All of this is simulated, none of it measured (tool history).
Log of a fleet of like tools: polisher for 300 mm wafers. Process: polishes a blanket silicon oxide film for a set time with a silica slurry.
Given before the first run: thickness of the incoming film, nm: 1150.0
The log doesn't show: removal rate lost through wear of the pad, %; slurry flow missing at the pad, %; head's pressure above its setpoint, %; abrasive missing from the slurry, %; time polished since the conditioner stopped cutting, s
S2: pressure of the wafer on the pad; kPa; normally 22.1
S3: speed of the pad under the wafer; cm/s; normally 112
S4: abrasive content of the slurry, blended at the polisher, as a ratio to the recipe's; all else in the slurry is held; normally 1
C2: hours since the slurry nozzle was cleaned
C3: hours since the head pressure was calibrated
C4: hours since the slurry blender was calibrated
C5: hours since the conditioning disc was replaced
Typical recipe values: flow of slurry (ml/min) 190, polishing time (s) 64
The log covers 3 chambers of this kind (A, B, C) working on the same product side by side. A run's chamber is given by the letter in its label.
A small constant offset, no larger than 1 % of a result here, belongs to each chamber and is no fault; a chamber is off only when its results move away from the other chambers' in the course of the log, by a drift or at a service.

{"run": "1B", "hour": 7.1, "flow of slurry (ml/min)": 190, "S2": 22.1, "S3": 112, "S4": 1, "polishing time (s)": 64, "wafers polished on this pad": 463, "C2": 308.5, "C3": 404.1, "C4": 412.8, "C5": 42.4, "film removed (angstrom)": 1500.1}
{"run": "2A", "hour": 15.0, "flow of slurry (ml/min)": 190, "S2": 22.1, "S3": 112, "S4": 1, "polishing time (s)": 64, "wafers polished on this pad": 884, "C2": 214.2, "C3": 975, "C4": 138.8, "C5": 81.7, "film removed (angstrom)": 1514.3}
{"run": "3C", "hour": 22.4, "flow of slurry (ml/min)": 190, "S2": 22.1, "S3": 112, "S4": 1, "polishing time (s)": 64, "wafers polished on this pad": 1041, "C2": 214.9, "C3": 66.8, "C4": 316.5, "C5": 97.9, "film removed (angstrom)": 1525.6}
{"hour": 30.6, "done": "chamber C: slurry blender recalibrated"}
{"run": "4A", "hour": 32.5, "flow of slurry (ml/min)": 190, "S2": 22.1, "S3": 112, "S4": 1, "polishing time (s)": 64, "wafers polished on this pad": 978, "C2": 231.7, "C3": 992.5, "C4": 156.3, "C5": 99.2, "film removed (angstrom)": 1540.9}
{"hour": 33.0, "done": "chamber B: worn pad replaced by a new one"}
{"hour": 33.8, "done": "chamber A: head pressure recalibrated"}
{"hour": 35.9, "done": "chamber C: worn pad replaced by a new one"}
{"hour": 39.4, "done": "chamber B: slurry blender recalibrated"}
{"run": "5C", "hour": 39.8, "flow of slurry (ml/min)": 190, "S2": 22.1, "S3": 98, "S4": 1, "polishing time (s)": 64, "wafers polished on this pad": 21, "C2": 232.3, "C3": 84.2, "C4": 9.2, "C5": 115.3, "film removed (angstrom)": 1363.3}
{"run": "6B", "hour": 51.1, "flow of slurry (ml/min)": 190, "S2": 22.1, "S3": 98, "S4": 1, "polishing time (s)": 64, "wafers polished on this pad": 98, "C2": 352.5, "C3": 448.1, "C4": 11.8, "C5": 86.4, "film removed (angstrom)": 1365.9}
{"run": "7A", "hour": 62.1, "flow of slurry (ml/min)": 190, "S2": 22.1, "S3": 98, "S4": 1, "polishing time (s)": 64, "wafers polished on this pad": 1138, "C2": 261.3, "C3": 28.4, "C4": 185.9, "C5": 128.8, "film removed (angstrom)": 1346.4}
{"hour": 64.6, "done": "chamber A: worn pad replaced by a new one"}
{"run": "8C", "hour": 70.5, "flow of slurry (ml/min)": 145, "S2": 22.1, "S3": 112, "S4": 1, "polishing time (s)": 84, "wafers polished on this pad": 186, "C2": 263, "C3": 114.9, "C4": 39.9, "C5": 146, "film removed (angstrom)": 1942.7}
{"hour": 77.2, "done": "chamber B: conditioning disc replaced and pad reconditioned"}
{"run": "9B", "hour": 83.4, "flow of slurry (ml/min)": 145, "S2": 22.1, "S3": 112, "S4": 1, "polishing time (s)": 84, "wafers polished on this pad": 272, "C2": 384.8, "C3": 480.4, "C4": 44.1, "C5": 6.3, "film removed (angstrom)": 1913.9}
{"run": "10B", "hour": 89.8, "flow of slurry (ml/min)": 145, "S2": 22.1, "S3": 112, "S4": 1, "polishing time (s)": 84, "wafers polished on this pad": 306, "C2": 391.2, "C3": 486.8, "C4": 50.5, "C5": 12.7, "film removed (angstrom)": 1896.9}
{"run": "11C", "hour": 97.3, "flow of slurry (ml/min)": 190, "S2": 22.1, "S3": 78, "S4": 0.8, "polishing time (s)": 64, "wafers polished on this pad": 331, "C2": 289.8, "C3": 141.7, "C4": 66.7, "C5": 172.8, "film removed (angstrom)": 1004.4}
{"run": "12A", "hour": 107.3, "flow of slurry (ml/min)": 190, "S2": 22.1, "S3": 78, "S4": 0.8, "polishing time (s)": 64, "wafers polished on this pad": 230, "C2": 306.5, "C3": 73.6, "C4": 231.1, "C5": 174, "film removed (angstrom)": 1037}
{"hour": 115.6, "done": "chamber B: slurry nozzle cleaned"}
{"run": "13A", "hour": 118.8, "flow of slurry (ml/min)": 190, "S2": 22.1, "S3": 78, "S4": 0.8, "polishing time (s)": 64, "wafers polished on this pad": 292, "C2": 318, "C3": 85.1, "C4": 242.6, "C5": 185.5, "film removed (angstrom)": 1035.8}
{"run": "14C", "hour": 130.9, "flow of slurry (ml/min)": 190, "S2": 22.1, "S3": 140, "S4": 1.25, "polishing time (s)": 64, "wafers polished on this pad": 512, "C2": 323.4, "C3": 175.3, "C4": 100.3, "C5": 206.4, "film removed (angstrom)": 2012.8}
{"run": "15B", "hour": 137.3, "flow of slurry (ml/min)": 190, "S2": 22.1, "S3": 140, "S4": 1.25, "polishing time (s)": 64, "wafers polished on this pad": 563, "C2": 21.8, "C3": 534.3, "C4": 98, "C5": 60.2, "film removed (angstrom)": 1959.2}
{"hour": 143.7, "done": "chamber B: worn pad replaced by a new one"}
{"hour": 145.1, "done": "chamber A: conditioning disc replaced and pad reconditioned"}
{"run": "16C", "hour": 150.0, "flow of slurry (ml/min)": 190, "S2": 22.1, "S3": 140, "S4": 1.25, "polishing time (s)": 64, "wafers polished on this pad": 615, "C2": 342.5, "C3": 194.4, "C4": 119.4, "C5": 225.5, "film removed (angstrom)": 2038.1}
{"hour": 153.9, "done": "chamber C: slurry nozzle cleaned"}
{"run": "17A", "hour": 155.6, "flow of slurry (ml/min)": 190, "S2": 22.1, "S3": 112, "S4": 1, "polishing time (s)": 64, "wafers polished on this pad": 491, "C2": 354.8, "C3": 121.9, "C4": 279.4, "C5": 10.6, "film removed (angstrom)": 1550.5}
{"run": "18B", "hour": 162.9, "flow of slurry (ml/min)": 190, "S2": 22.1, "S3": 112, "S4": 1, "polishing time (s)": 64, "wafers polished on this pad": 103, "C2": 47.4, "C3": 559.9, "C4": 123.6, "C5": 85.8, "film removed (angstrom)": 1528.4}
{"run": "19C", "hour": 173.1, "flow of slurry (ml/min)": 190, "S2": 22.1, "S3": 112, "S4": 1, "polishing time (s)": 64, "wafers polished on this pad": 740, "C2": 19.3, "C3": 217.5, "C4": 142.5, "C5": 248.6, "film removed (angstrom)": 1532.2}
{"run": "20A", "hour": 179.2, "flow of slurry (ml/min)": 190, "S2": 22.1, "S3": 112, "S4": 1, "polishing time (s)": 64, "wafers polished on this pad": 618, "C2": 378.4, "C3": 145.5, "C4": 303, "C5": 34.2, "film removed (angstrom)": 1516.2}
{"run": "21B", "hour": 186.0, "flow of slurry (ml/min)": 190, "S2": 22.1, "S3": 112, "S4": 1, "polishing time (s)": 64, "wafers polished on this pad": 228, "C2": 70.5, "C3": 583, "C4": 146.7, "C5": 108.9, "film removed (angstrom)": 1522}
{"run": "22A", "hour": 193.1, "flow of slurry (ml/min)": 190, "S2": 22.1, "S3": 112, "S4": 1, "polishing time (s)": 64, "wafers polished on this pad": 693, "C2": 392.3, "C3": 159.4, "C4": 316.9, "C5": 48.1, "film removed (angstrom)": 1511.8}
{"run": "23C", "hour": 202.0, "flow of slurry (ml/min)": 190, "S2": 18.6, "S3": 112, "S4": 0.8, "polishing time (s)": 64, "wafers polished on this pad": 896, "C2": 48.2, "C3": 246.4, "C4": 171.4, "C5": 277.5, "film removed (angstrom)": 1185.1}
{"hour": 205.2, "done": "chamber B: conditioning disc replaced and pad reconditioned"}
{"run": "24B", "hour": 207.9, "flow of slurry (ml/min)": 190, "S2": 18.6, "S3": 112, "S4": 0.8, "polishing time (s)": 64, "wafers polished on this pad": 346, "C2": 92.4, "C3": 604.9, "C4": 168.6, "C5": 2.7, "film removed (angstrom)": 1146.3}
{"run": "25B", "hour": 218.0, "flow of slurry (ml/min)": 190, "S2": 18.6, "S3": 112, "S4": 0.8, "polishing time (s)": 64, "wafers polished on this pad": 400, "C2": 102.5, "C3": 615, "C4": 178.7, "C5": 12.8, "film removed (angstrom)": 1160}
{"run": "26A", "hour": 224.0, "flow of slurry (ml/min)": 190, "S2": 22.1, "S3": 112, "S4": 1, "polishing time (s)": 64, "wafers polished on this pad": 860, "C2": 423.2, "C3": 190.3, "C4": 347.8, "C5": 79, "film removed (angstrom)": 1523.1}
{"run": "27C", "hour": 231.1, "flow of slurry (ml/min)": 190, "S2": 22.1, "S3": 112, "S4": 1, "polishing time (s)": 64, "wafers polished on this pad": 1053, "C2": 77.3, "C3": 275.5, "C4": 200.5, "C5": 306.6, "film removed (angstrom)": 1492.1}
{"hour": 234.6, "done": "chamber A: slurry blender recalibrated"}
{"run": "28B", "hour": 240.7, "flow of slurry (ml/min)": 190, "S2": 22.1, "S3": 112, "S4": 1, "polishing time (s)": 64, "wafers polished on this pad": 523, "C2": 125.2, "C3": 637.7, "C4": 201.4, "C5": 35.5, "film removed (angstrom)": 1512.4}
{"run": "29A", "hour": 251.2, "flow of slurry (ml/min)": 190, "S2": 22.1, "S3": 112, "S4": 1, "polishing time (s)": 64, "wafers polished on this pad": 1006, "C2": 450.4, "C3": 217.5, "C4": 16.6, "C5": 106.2, "film removed (angstrom)": 1524.6}
{"hour": 252.6, "done": "chamber C: conditioning disc replaced and pad reconditioned"}
{"hour": 256.4, "done": "chamber C: worn pad replaced by a new one"}
{"run": "30C", "hour": 259.4, "flow of slurry (ml/min)": 190, "S2": 22.1, "S3": 112, "S4": 1, "polishing time (s)": 64, "wafers polished on this pad": 16, "C2": 105.6, "C3": 303.8, "C4": 228.8, "C5": 6.8, "film removed (angstrom)": 1512.6}
{"run": "31C", "hour": 266.5, "flow of slurry (ml/min)": 190, "S2": 22.1, "S3": 112, "S4": 1, "polishing time (s)": 64, "wafers polished on this pad": 54, "C2": 112.7, "C3": 310.9, "C4": 235.9, "C5": 13.9, "film removed (angstrom)": 1529.6}

Has any chamber moved away from the others, gradually or after a service, or does the common gauge drift, or do the chambers differ only by their own small steady offsets? State the chamber and the most likely cause if one applies.

No chamber stands off beyond its own small offset, and the gauge holds steady.

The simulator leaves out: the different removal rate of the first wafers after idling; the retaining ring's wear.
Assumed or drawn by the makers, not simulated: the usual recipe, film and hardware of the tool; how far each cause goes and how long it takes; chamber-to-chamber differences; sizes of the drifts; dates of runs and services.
